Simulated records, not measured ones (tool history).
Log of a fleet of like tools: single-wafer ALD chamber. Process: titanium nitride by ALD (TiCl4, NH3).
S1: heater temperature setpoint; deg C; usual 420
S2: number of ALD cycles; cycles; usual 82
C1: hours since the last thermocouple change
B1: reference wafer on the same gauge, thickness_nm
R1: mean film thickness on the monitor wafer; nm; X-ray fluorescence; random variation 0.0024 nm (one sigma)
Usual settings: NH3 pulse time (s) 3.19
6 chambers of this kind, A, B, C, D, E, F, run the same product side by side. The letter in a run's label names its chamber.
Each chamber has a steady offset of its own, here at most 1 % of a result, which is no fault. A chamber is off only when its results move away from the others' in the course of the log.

run 1A hour=8.2 | S1=420 S2=82 NH3_pulse_time_(s)=3.19 | C1=616.8 | B1=2.0305 | R1=1.841
run 2F hour=16.8 | S1=420 S2=82 NH3_pulse_time_(s)=3.19 | C1=182.7 | B1=2.0306 | R1=1.8471
run 3D hour=22.4 | S1=420 S2=82 NH3_pulse_time_(s)=3.19 | C1=800.1 | B1=2.0308 | R1=1.8426
run 4B hour=27 | S1=420 S2=82 NH3_pulse_time_(s)=3.19 | C1=551.4 | B1=2.0307 | R1=1.8453
run 5C hour=32.8 | S1=420 S2=82 NH3_pulse_time_(s)=3.19 | C1=906.6 | B1=2.0314 | R1=1.8428
run 6E hour=42 | S1=420 S2=82 NH3_pulse_time_(s)=3.19 | C1=1119.5 | B1=2.0316 | R1=1.8394
-- hour=43.6 chamber E: thermocouple changed; heater temperature recalibrated
run 7D hour=52.3 | S1=420 S2=82 NH3_pulse_time_(s)=3.19 | C1=830 | B1=2.0319 | R1=1.8453
run 8C hour=59.9 | S1=420 S2=82 NH3_pulse_time_(s)=3.19 | C1=933.7 | B1=2.0323 | R1=1.8487
run 9B hour=65.4 | S1=420 S2=82 NH3_pulse_time_(s)=3.19 | C1=589.8 | B1=2.0326 | R1=1.8493
run 10F hour=73.4 | S1=420 S2=82 NH3_pulse_time_(s)=3.19 | C1=239.3 | B1=2.0322 | R1=1.8456
run 11E hour=81.2 | S1=420 S2=82 NH3_pulse_time_(s)=3.19 | C1=37.7 | B1=2.0335 | R1=1.8359
run 12A hour=89.8 | S1=420 S2=82 NH3_pulse_time_(s)=3.19 | C1=698.4 | B1=2.0332 | R1=1.843
run 13B hour=99.3 | S1=420 S2=82 NH3_pulse_time_(s)=3.19 | C1=623.7 | B1=2.0336 | R1=1.852
run 14C hour=104.6 | S1=420 S2=82 NH3_pulse_time_(s)=3.19 | C1=978.4 | B1=2.0337 | R1=1.8431
run 15F hour=112 | S1=420 S2=82 NH3_pulse_time_(s)=3.19 | C1=277.9 | B1=2.0344 | R1=1.8466
run 16D hour=117.3 | S1=420 S2=82 NH3_pulse_time_(s)=3.19 | C1=895 | B1=2.0343 | R1=1.8484
run 17A hour=124.1 | S1=420 S2=82 NH3_pulse_time_(s)=3.19 | C1=732.7 | B1=2.0347 | R1=1.8391
run 18E hour=132.4 | S1=420 S2=82 NH3_pulse_time_(s)=3.19 | C1=88.9 | B1=2.035 | R1=1.8399
-- hour=134 chamber D: thermocouple changed; heater temperature recalibrated
run 19F hour=139.1 | S1=420 S2=82 NH3_pulse_time_(s)=3.19 | C1=305 | B1=2.0354 | R1=1.8448
run 20D hour=144.2 | S1=420 S2=82 NH3_pulse_time_(s)=2.24 | C1=10.2 | B1=2.0354 | R1=1.8258
run 21E hour=152.8 | S1=420 S2=82 NH3_pulse_time_(s)=2.24 | C1=109.3 | B1=2.0346 | R1=1.8217
run 22C hour=160 | S1=420 S2=82 NH3_pulse_time_(s)=2.24 | C1=1033.8 | B1=2.0362 | R1=1.8298
run 23B hour=168 | S1=420 S2=82 NH3_pulse_time_(s)=2.24 | C1=692.4 | B1=2.0364 | R1=1.8366
run 24A hour=172.7 | S1=420 S2=82 NH3_pulse_time_(s)=2.24 | C1=781.3 | B1=2.0363 | R1=1.8366
run 25C hour=180.6 | S1=420 S2=82 NH3_pulse_time_(s)=2.24 | C1=1054.4 | B1=2.0368 | R1=1.8326
run 26D hour=186.9 | S1=420 S2=82 NH3_pulse_time_(s)=3.19 | C1=52.9 | B1=2.037 | R1=1.8477
run 27E hour=192.2 | S1=420 S2=82 NH3_pulse_time_(s)=4.28 | C1=148.7 | B1=2.0367 | R1=1.8486
run 28F hour=200.8 | S1=420 S2=82 NH3_pulse_time_(s)=4.28 | C1=366.7 | B1=2.0371 | R1=1.8667
run 29B hour=206.4 | S1=420 S2=82 NH3_pulse_time_(s)=4.28 | C1=730.8 | B1=2.0376 | R1=1.8679
run 30A hour=214.8 | S1=420 S2=82 NH3_pulse_time_(s)=4.28 | C1=823.4 | B1=2.0376 | R1=1.8587
run 31E hour=221.7 | S1=420 S2=82 NH3_pulse_time_(s)=4.28 | C1=178.2 | B1=2.0384 | R1=1.8526
run 32A hour=227.7 | S1=420 S2=82 NH3_pulse_time_(s)=4.28 | C1=836.3 | B1=2.039 | R1=1.8584
run 33C hour=237.7 | S1=420 S2=82 NH3_pulse_time_(s)=3.19 | C1=1111.5 | B1=2.0391 | R1=1.8464
run 34B hour=243.9 | S1=420 S2=82 NH3_pulse_time_(s)=3.19 | C1=768.3 | B1=2.0387 | R1=1.8543
run 35D hour=251.8 | S1=420 S2=82 NH3_pulse_time_(s)=3.19 | C1=117.8 | B1=2.0391 | R1=1.8475
run 36F hour=260.1 | S1=420 S2=82 NH3_pulse_time_(s)=3.19 | C1=426 | B1=2.039 | R1=1.852
run 37B hour=267.7 | S1=420 S2=82 NH3_pulse_time_(s)=3.19 | C1=792.1 | B1=2.0407 | R1=1.8545
run 38E hour=274.4 | S1=420 S2=82 NH3_pulse_time_(s)=3.19 | C1=230.9 | B1=2.0396 | R1=1.8433
run 39F hour=280.9 | S1=420 S2=82 NH3_pulse_time_(s)=3.19 | C1=446.8 | B1=2.0401 | R1=1.8604
run 40C hour=285.4 | S1=420 S2=82 NH3_pulse_time_(s)=3.19 | C1=1159.2 | B1=2.0402 | R1=1.851
run 41A hour=290.4 | S1=420 S2=82 NH3_pulse_time_(s)=3.19 | C1=899 | B1=2.041 | R1=1.8524
run 42D hour=297.1 | S1=420 S2=82 NH3_pulse_time_(s)=3.19 | C1=163.1 | B1=2.0401 | R1=1.8468

Next, every chamber runs the same settings. What will each give?
run 43A hour=304.5 | S1=420 S2=82 NH3_pulse_time_(s)=3.19 | R1=?
run 43B hour=304.5 | S1=420 S2=82 NH3_pulse_time_(s)=3.19 | R1=?
run 43C hour=304.5 | S1=420 S2=82 NH3_pulse_time_(s)=3.19 | R1=?
run 43D hour=304.5 | S1=420 S2=82 NH3_pulse_time_(s)=3.19 | R1=?
run 43E hour=304.5 | S1=420 S2=82 NH3_pulse_time_(s)=3.19 | R1=?
run 43F hour=304.5 | S1=420 S2=82 NH3_pulse_time_(s)=3.19 | R1=?

run=43A R1=1.8506
run=43B R1=1.8625
run=43C R1=1.8535
run=43D R1=1.8547
run=43E R1=1.8428
run=43F R1=1.8532

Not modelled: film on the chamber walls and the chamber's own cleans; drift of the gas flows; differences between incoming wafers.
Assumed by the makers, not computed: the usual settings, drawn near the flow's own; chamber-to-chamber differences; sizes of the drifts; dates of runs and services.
